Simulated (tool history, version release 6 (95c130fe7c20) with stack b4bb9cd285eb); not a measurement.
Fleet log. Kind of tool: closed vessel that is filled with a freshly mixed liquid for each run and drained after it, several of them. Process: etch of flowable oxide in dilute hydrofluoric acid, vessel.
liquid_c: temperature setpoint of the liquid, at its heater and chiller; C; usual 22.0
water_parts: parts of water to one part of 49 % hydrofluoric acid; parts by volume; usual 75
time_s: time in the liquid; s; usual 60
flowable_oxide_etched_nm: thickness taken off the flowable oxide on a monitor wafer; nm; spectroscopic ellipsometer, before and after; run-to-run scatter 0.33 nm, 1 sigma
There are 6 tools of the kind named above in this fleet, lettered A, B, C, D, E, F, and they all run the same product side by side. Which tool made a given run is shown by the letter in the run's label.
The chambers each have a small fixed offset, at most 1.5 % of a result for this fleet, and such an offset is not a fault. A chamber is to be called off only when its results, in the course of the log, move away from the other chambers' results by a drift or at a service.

run,day,liquid_c,water_parts,time_s,"read-back film thickness of the flowable oxide reference wafer, read on the same gauge (nm)",flowable_oxide_etched_nm
1C,0.500,22.0,75,60,120.01,41.954
2A,0.988,22.0,75,60,120.01,40.970
3E,1.488,22.0,75,60,120.00,42.105
# day 1.621: chamber C: hydrofluoric acid flow meter replaced
4B,1.792,22.0,75,60,120.01,42.191
5D,2.146,22.0,75,60,120.00,41.417
6F,2.492,22.0,75,60,120.00,41.740
7D,2.808,22.0,40,80,119.99,106.820
8B,3.279,22.0,40,80,120.00,108.820
9A,3.621,22.0,40,80,120.01,107.210
10C,3.888,22.0,40,80,120.02,108.540
11F,4.325,22.0,40,80,120.03,110.650
12E,4.850,22.0,40,80,119.99,106.700
13E,5.146,22.0,75,60,119.99,41.953
14B,5.588,22.0,75,60,120.01,42.437
# day 5.650: chamber A: thermometer replaced
15D,6.112,22.0,75,60,120.00,41.399
# day 6.304: chamber F: thermometer replaced
16C,6.496,22.0,75,60,120.02,41.952
17F,6.742,25.5,75,60,120.00,48.852
18A,7.271,25.5,75,60,120.00,47.707
# day 7.417: chamber F: hydrofluoric acid flow meter replaced
19D,7.788,25.5,75,60,120.01,47.770
20C,8.162,25.5,75,60,119.99,48.167
# day 8.225: chamber B: thermometer replaced
21A,8.621,25.5,75,60,120.01,47.886
22B,9.021,25.5,75,60,120.01,49.223
# day 9.379: chamber A: hydrofluoric acid flow meter replaced
23F,9.475,22.0,75,60,120.00,41.979
24E,9.933,22.0,75,60,119.99,42.055
25B,10.275,22.0,75,90,120.00,65.227
26A,10.796,22.0,75,90,120.00,62.541
27C,11.167,22.0,75,90,120.03,62.995
28E,11.621,22.0,75,90,120.00,61.659
29D,11.917,22.0,75,90,120.02,62.245
30F,12.279,22.0,75,90,120.01,64.231
31F,12.704,22.0,75,60,120.00,42.279
32D,13.221,22.0,75,60,120.00,41.708
33E,13.750,24.5,100,60,120.00,33.671
34C,14.258,24.5,100,60,120.01,33.486
35B,14.721,24.5,100,60,120.01,35.053
36A,15.079,24.5,100,60,120.00,33.582
37C,15.579,24.5,100,60,120.01,33.465
38B,15.817,24.5,100,60,119.97,35.983
39E,16.208,22.0,75,60,119.99,41.324
40F,16.538,22.0,75,60,120.02,41.922
41A,16.825,22.0,75,60,120.01,41.820
42D,17.317,22.0,75,60,120.00,41.365
43F,17.667,22.0,75,60,120.01,41.633
44D,18.158,22.0,75,60,119.99,41.758

Does one chamber stand apart from the rest, does the shared gauge drift, or is all well apart from small per-chamber offsets? Give the chamber and the most likely cause, where there is one.

One chamber, B, drifts off from the rest bit by bit.
What lies behind it: hydrofluoric acid flow above the setpoint (%) = 6.33.

Here are 4 candidates for chamber B's next run, each the usual settings with a change, their results left as question marks. Which one brings its results back in line with what the others give on the usual settings?
A result is in line if it is within this distance of the other chambers' mean on the usual settings: flowable_oxide_etched_nm 1.200 nm
45B-1,18.538,19.0,75,60,,?
45B-2,18.538,22.0,70,60,,?
45B-3,18.538,25.0,75,60,,?
45B-4,18.538,22.0,80,60,,?

Mean of the other chambers on the usual settings: flowable_oxide_etched_nm 41.766 nm
run,flowable_oxide_etched_nm
45B-1,39.281
45B-2,47.928
45B-3,50.321
45B-4,41.530
With 45B-4, the chamber falls back in line with the rest.

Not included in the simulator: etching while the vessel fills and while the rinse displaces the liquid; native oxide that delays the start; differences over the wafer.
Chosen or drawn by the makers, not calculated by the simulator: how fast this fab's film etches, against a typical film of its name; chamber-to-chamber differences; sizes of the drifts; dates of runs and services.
